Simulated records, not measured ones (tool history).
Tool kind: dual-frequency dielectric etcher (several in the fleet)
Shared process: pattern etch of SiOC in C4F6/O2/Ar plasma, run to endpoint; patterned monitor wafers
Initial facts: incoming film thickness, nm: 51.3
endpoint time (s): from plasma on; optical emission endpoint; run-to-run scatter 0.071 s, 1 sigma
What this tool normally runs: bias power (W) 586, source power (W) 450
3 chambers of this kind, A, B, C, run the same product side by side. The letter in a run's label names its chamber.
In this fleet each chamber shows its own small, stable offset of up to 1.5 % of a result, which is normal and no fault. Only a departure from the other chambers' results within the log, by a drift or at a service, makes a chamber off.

Run 1B, hour 5.1: usual settings. Result: endpoint time (s) 15.416.
Run 2A, hour 12.8: usual settings. Result: endpoint time (s) 15.615.
Run 3C, hour 17.9: usual settings. Result: endpoint time (s) 15.387.
Run 4B, hour 24.1: usual settings. Result: endpoint time (s) 15.468.
Run 5A, hour 30.0: usual settings. Result: endpoint time (s) 15.683.
Run 6C, hour 35.0: usual settings. Result: endpoint time (s) 15.435.
Run 7C, hour 43.2: usual settings. Result: endpoint time (s) 15.396.
Run 8B, hour 47.9: usual settings. Result: endpoint time (s) 15.223.
Run 9A, hour 53.7: usual settings. Result: endpoint time (s) 15.362.
Run 10C, hour 61.1: usual settings. Result: endpoint time (s) 15.703.
Run 11B, hour 67.2: usual settings. Result: endpoint time (s) 15.296.
Run 12A, hour 74.0: usual settings. Result: endpoint time (s) 15.429.
Run 13A, hour 81.1: usual settings but bias power (W) 505. Result: endpoint time (s) 16.327.
Run 14B, hour 86.7: usual settings but bias power (W) 505. Result: endpoint time (s) 16.190.
Run 15C, hour 92.2: usual settings but bias power (W) 505. Result: endpoint time (s) 16.287.
Run 16C, hour 98.2: usual settings. Result: endpoint time (s) 15.471.
Run 17A, hour 106.0: usual settings. Result: endpoint time (s) 15.390.
At hour 109.7: chamber A: source power generator calibrated.
Run 18B, hour 111.4: usual settings. Result: endpoint time (s) 15.308.
Run 19B, hour 115.2: usual settings. Result: endpoint time (s) 15.340.
Run 20C, hour 119.8: usual settings. Result: endpoint time (s) 15.459.
Run 21A, hour 127.6: usual settings. Result: endpoint time (s) 15.065.
Run 22A, hour 135.4: usual settings but bias power (W) 727, source power (W) 550. Result: endpoint time (s) 12.917.
Run 23C, hour 140.2: usual settings but bias power (W) 727, source power (W) 550. Result: endpoint time (s) 13.233.
Run 24B, hour 146.8: usual settings but bias power (W) 727, source power (W) 550. Result: endpoint time (s) 13.182.
Run 25A, hour 153.8: usual settings. Result: endpoint time (s) 14.926.
Run 26C, hour 161.7: usual settings. Result: endpoint time (s) 15.469.
Run 27B, hour 170.1: usual settings. Result: endpoint time (s) 15.305.
Run 28A, hour 176.3: usual settings. Result: endpoint time (s) 14.798.
Run 29B, hour 183.9: usual settings. Result: endpoint time (s) 15.417.
Run 30C, hour 189.6: usual settings. Result: endpoint time (s) 15.404.
Run 31B, hour 195.1: usual settings. Result: endpoint time (s) 15.401.

Decide between three cases: one chamber stands off from its peers, the gauge reading all wafers drifts, or nothing is wrong past each chamber's small offset. Where a chamber is off, say which and what most likely put it there.

It is chamber A that slowly wanders off from its peers.
Most likely cause: etch rate over this chamber's usual, % = 5.37.

Below are 4 candidate recipes for chamber A's next run, each the usual settings with a change, their results shown as question marks. Which of them brings A's results back in line with what the other chambers give on the usual settings?
To be in line, a result may differ from the other chambers' mean on the usual settings by at most: endpoint time (s) 0.240
Run 32A-1, hour 201.2: usual settings but bias power (W) 620, source power (W) 470. Result: endpoint time (s) ?.
Run 32A-2, hour 201.2: usual settings but bias power (W) 565. Result: endpoint time (s) ?.
Run 32A-3, hour 201.2: usual settings but source power (W) 470. Result: endpoint time (s) ?.
Run 32A-4, hour 201.2: usual settings but source power (W) 400. Result: endpoint time (s) ?.

Average result of the remaining chambers running the usual settings: endpoint time (s) 15.437
  run  endpoint time (s)
32A-1             14.234
32A-2             14.973
32A-3             14.538
32A-4             15.418
Change 32A-4 lands the chamber within the allowed miss of the other chambers.
